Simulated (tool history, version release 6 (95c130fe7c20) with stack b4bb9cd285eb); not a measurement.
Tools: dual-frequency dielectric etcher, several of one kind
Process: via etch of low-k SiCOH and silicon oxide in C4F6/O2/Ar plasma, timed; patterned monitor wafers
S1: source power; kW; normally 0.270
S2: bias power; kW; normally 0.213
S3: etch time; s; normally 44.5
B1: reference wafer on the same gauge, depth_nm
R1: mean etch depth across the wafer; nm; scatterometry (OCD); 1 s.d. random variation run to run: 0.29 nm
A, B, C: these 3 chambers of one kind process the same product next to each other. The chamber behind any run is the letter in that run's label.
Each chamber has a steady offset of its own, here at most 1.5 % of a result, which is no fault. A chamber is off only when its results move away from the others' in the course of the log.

Run 1C, hour 4.2: usual settings; B1 84.023. Result: R1 105.500 nm.
Run 2A, hour 11.3: usual settings; B1 83.986. Result: R1 106.990 nm.
Run 3B, hour 14.6: usual settings; B1 83.968. Result: R1 106.330 nm.
Run 4C, hour 20.7: usual settings; B1 84.061. Result: R1 105.450 nm.
Run 5A, hour 27.4: usual settings; B1 83.954. Result: R1 106.700 nm.
Run 6B, hour 31.8: usual settings but S3 50.0 s; B1 83.973. Result: R1 119.890 nm.
Run 7C, hour 36.2: usual settings but S3 50.0 s; B1 83.997. Result: R1 118.410 nm.
Run 8A, hour 41.8: usual settings but S3 50.0 s; B1 83.999. Result: R1 120.170 nm.
Run 9B, hour 46.6: usual settings; B1 83.956. Result: R1 105.580 nm.
Run 10A, hour 51.3: usual settings; B1 83.971. Result: R1 107.040 nm.
At hour 52.6: chamber C: wet clean of the chamber.
Run 11C, hour 58.6: usual settings; B1 83.956. Result: R1 108.360 nm.
Run 12B, hour 62.6: usual settings; B1 83.932. Result: R1 106.040 nm.
Run 13B, hour 66.3: usual settings; B1 84.010. Result: R1 105.530 nm.
Run 14A, hour 72.2: usual settings; B1 83.975. Result: R1 106.480 nm.
Run 15C, hour 79.4: usual settings; B1 84.032. Result: R1 109.050 nm.
Run 16A, hour 85.4: usual settings; B1 83.948. Result: R1 106.720 nm.
Run 17B, hour 89.8: usual settings; B1 84.012. Result: R1 105.900 nm.
Run 18C, hour 94.5: usual settings but S1 0.240 kW, S2 0.197 kW; B1 83.987. Result: R1 101.290 nm.
Run 19A, hour 101.6: usual settings but S1 0.240 kW, S2 0.197 kW; B1 84.009. Result: R1 99.587 nm.
Run 20B, hour 108.3: usual settings but S1 0.240 kW, S2 0.197 kW; B1 83.998. Result: R1 98.817 nm.
Run 21C, hour 114.0: usual settings; B1 84.001. Result: R1 109.160 nm.
Run 22B, hour 118.5: usual settings but S1 0.300 kW, S2 0.195 kW; B1 83.985. Result: R1 107.220 nm.
Run 23C, hour 123.8: usual settings but S1 0.300 kW, S2 0.195 kW; B1 84.039. Result: R1 109.900 nm.
Run 24A, hour 128.5: usual settings but S1 0.300 kW, S2 0.195 kW; B1 84.021. Result: R1 108.210 nm.
Run 25C, hour 134.0: usual settings; B1 83.986. Result: R1 108.670 nm.
Run 26B, hour 138.3: usual settings; B1 84.017. Result: R1 106.320 nm.
Run 27A, hour 142.9: usual settings; B1 84.001. Result: R1 106.620 nm.
Run 28B, hour 148.5: usual settings; B1 84.000. Result: R1 106.890 nm.
Run 29A, hour 154.5: usual settings but S1 0.230 kW, S3 56.0 s; B1 84.020. Result: R1 126.580 nm.
Run 30C, hour 161.2: usual settings but S1 0.230 kW, S3 56.0 s; B1 84.041. Result: R1 129.230 nm.
Run 31A, hour 167.1: usual settings but S1 0.230 kW, S3 56.0 s; B1 84.013. Result: R1 126.370 nm.

One chamber off, gauge drift, or nothing amiss beyond the chambers' own small offsets? If it is a chamber, which one, and what is the likeliest cause?

A service on chamber C put it out of line with the rest.
Cause: etch rate over this chamber's usual, % = 3.4.

Below are 4 candidate recipes for chamber C's next run, each the usual settings with a change, their results shown as question marks. Which of them brings C's results back in line with what the other chambers give on the usual settings?
Maximum distance from the other chambers' mean on the usual settings for a result to count as in line: R1 1.000 nm
Run 32C-1, hour 172.3: usual settings but S2 0.216 kW. Result: R1 ?.
Run 32C-2, hour 172.3: usual settings but S2 0.212 kW. Result: R1 ?.
Run 32C-3, hour 172.3: usual settings but S1 0.280 kW, S2 0.219 kW. Result: R1 ?.
Run 32C-4, hour 172.3: usual settings but S2 0.212 kW, S3 43.5 s. Result: R1 ?.

Usual-settings mean across the other chambers: R1 106.480 nm
  run       R1
32C-1  109.490
32C-2  108.810
32C-3  111.560
32C-4  106.370
32C-4 brings the chamber back in line.
